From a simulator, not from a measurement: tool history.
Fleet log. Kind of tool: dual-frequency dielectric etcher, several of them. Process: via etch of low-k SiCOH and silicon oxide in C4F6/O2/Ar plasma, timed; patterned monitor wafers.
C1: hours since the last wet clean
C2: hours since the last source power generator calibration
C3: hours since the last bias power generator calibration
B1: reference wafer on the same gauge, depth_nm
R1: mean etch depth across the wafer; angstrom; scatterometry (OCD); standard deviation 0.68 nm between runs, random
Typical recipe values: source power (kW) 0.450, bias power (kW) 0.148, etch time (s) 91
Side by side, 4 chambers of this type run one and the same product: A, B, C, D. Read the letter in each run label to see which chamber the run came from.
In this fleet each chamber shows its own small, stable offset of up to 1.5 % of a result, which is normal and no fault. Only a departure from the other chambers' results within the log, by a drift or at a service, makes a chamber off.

run 1A hour=7.8 | source_power_(kW)=0.450 bias_power_(kW)=0.148 etch_time_(s)=91 | C1=461.8 C2=112.6 C3=61.6 | B1=273.98 | R1=2520.1
run 2B hour=12.8 | source_power_(kW)=0.450 bias_power_(kW)=0.148 etch_time_(s)=91 | C1=355.2 C2=437.5 C3=375.4 | B1=274.29 | R1=2552.5
run 3D hour=19.2 | source_power_(kW)=0.450 bias_power_(kW)=0.148 etch_time_(s)=91 | C1=261.6 C2=3223.9 C3=342.8 | B1=273.91 | R1=2538.8
run 4C hour=29.1 | source_power_(kW)=0.450 bias_power_(kW)=0.148 etch_time_(s)=91 | C1=130.4 C2=3428.1 C3=1292.6 | B1=273.96 | R1=2488.6
run 5D hour=36.0 | source_power_(kW)=0.400 bias_power_(kW)=0.148 etch_time_(s)=91 | C1=278.4 C2=3240.7 C3=359.6 | B1=274.09 | R1=2435.3
run 6C hour=45.1 | source_power_(kW)=0.400 bias_power_(kW)=0.148 etch_time_(s)=91 | C1=146.4 C2=3444.1 C3=1308.6 | B1=274.11 | R1=2374.1
run 7B hour=53.0 | source_power_(kW)=0.400 bias_power_(kW)=0.148 etch_time_(s)=91 | C1=395.4 C2=477.7 C3=415.6 | B1=273.90 | R1=2424.2
run 8A hour=61.9 | source_power_(kW)=0.400 bias_power_(kW)=0.148 etch_time_(s)=91 | C1=515.9 C2=166.7 C3=115.7 | B1=274.08 | R1=2387.8
run 9B hour=66.9 | source_power_(kW)=0.450 bias_power_(kW)=0.148 etch_time_(s)=91 | C1=409.3 C2=491.6 C3=429.5 | B1=274.02 | R1=2542.5
run 10C hour=75.3 | source_power_(kW)=0.450 bias_power_(kW)=0.148 etch_time_(s)=91 | C1=176.6 C2=3474.3 C3=1338.8 | B1=274.11 | R1=2470.6
run 11A hour=83.8 | source_power_(kW)=0.450 bias_power_(kW)=0.148 etch_time_(s)=91 | C1=537.8 C2=188.6 C3=137.6 | B1=274.04 | R1=2518.4
run 12D hour=91.2 | source_power_(kW)=0.450 bias_power_(kW)=0.148 etch_time_(s)=91 | C1=333.6 C2=3295.9 C3=414.8 | B1=274.07 | R1=2550.9
run 13C hour=101.5 | source_power_(kW)=0.450 bias_power_(kW)=0.148 etch_time_(s)=91 | C1=202.8 C2=3500.5 C3=1365.0 | B1=274.00 | R1=2483.3
-- hour=105.0 chamber D: source power generator calibrated
run 14A hour=110.0 | source_power_(kW)=0.450 bias_power_(kW)=0.148 etch_time_(s)=91 | C1=564.0 C2=214.8 C3=163.8 | B1=274.12 | R1=2521.4
run 15D hour=116.2 | source_power_(kW)=0.450 bias_power_(kW)=0.148 etch_time_(s)=91 | C1=358.6 C2=11.3 C3=439.8 | B1=274.15 | R1=2584.0
run 16B hour=123.9 | source_power_(kW)=0.450 bias_power_(kW)=0.148 etch_time_(s)=91 | C1=466.3 C2=548.6 C3=486.5 | B1=273.93 | R1=2543.4
run 17B hour=130.9 | source_power_(kW)=0.450 bias_power_(kW)=0.148 etch_time_(s)=91 | C1=473.3 C2=555.6 C3=493.5 | B1=273.95 | R1=2551.0
run 18D hour=139.0 | source_power_(kW)=0.450 bias_power_(kW)=0.148 etch_time_(s)=91 | C1=381.4 C2=34.1 C3=462.6 | B1=274.01 | R1=2580.0
run 19C hour=148.9 | source_power_(kW)=0.450 bias_power_(kW)=0.148 etch_time_(s)=91 | C1=250.2 C2=3547.9 C3=1412.4 | B1=273.96 | R1=2484.9
run 20A hour=155.8 | source_power_(kW)=0.450 bias_power_(kW)=0.148 etch_time_(s)=91 | C1=609.8 C2=260.6 C3=209.6 | B1=274.09 | R1=2519.6
run 21C hour=163.7 | source_power_(kW)=0.450 bias_power_(kW)=0.148 etch_time_(s)=91 | C1=265.0 C2=3562.7 C3=1427.2 | B1=274.07 | R1=2492.6
run 22D hour=173.9 | source_power_(kW)=0.450 bias_power_(kW)=0.148 etch_time_(s)=91 | C1=416.3 C2=69.0 C3=497.5 | B1=273.94 | R1=2586.8
run 23A hour=178.6 | source_power_(kW)=0.450 bias_power_(kW)=0.148 etch_time_(s)=101 | C1=632.6 C2=283.4 C3=232.4 | B1=273.81 | R1=2797.5
run 24B hour=183.3 | source_power_(kW)=0.450 bias_power_(kW)=0.148 etch_time_(s)=101 | C1=525.7 C2=608.0 C3=545.9 | B1=273.81 | R1=2834.4
run 25D hour=193.7 | source_power_(kW)=0.450 bias_power_(kW)=0.148 etch_time_(s)=101 | C1=436.1 C2=88.8 C3=517.3 | B1=273.95 | R1=2872.2

Read the log: is a single chamber off, either drifting away or since a service, is the gauge that measures every chamber drifting, or is nothing wrong beyond small per-chamber offsets? Name any odd chamber and what most likely caused it.

Chamber D has stood off from the others ever since a service on it.
Cause: source power that arrives over what is set, % = 3.87.

Which of the 4 candidates below, each the usual settings with something changed and its results left as question marks, puts chamber D back in line with what the other chambers give on the usual settings?
Allowed miss from the other chambers' usual-settings mean, per result, to count as in line: R1 24.0 angstrom
run 26D-1 hour=201.3 | source_power_(kW)=0.450 bias_power_(kW)=0.148 etch_time_(s)=90.5 | R1=?
run 26D-2 hour=201.3 | source_power_(kW)=0.450 bias_power_(kW)=0.149 etch_time_(s)=93.0 | R1=?
run 26D-3 hour=201.3 | source_power_(kW)=0.450 bias_power_(kW)=0.147 etch_time_(s)=89.0 | R1=?
run 26D-4 hour=201.3 | source_power_(kW)=0.450 bias_power_(kW)=0.148 etch_time_(s)=91.5 | R1=?

What the other chambers average on the usual settings: R1 2517.0 angstrom
run=26D-1 R1=2567.9
run=26D-2 R1=2644.1
run=26D-3 R1=2520.2
run=26D-4 R1=2596.2
The answer is 26D-3, which returns the chamber to within the allowed miss of the others.
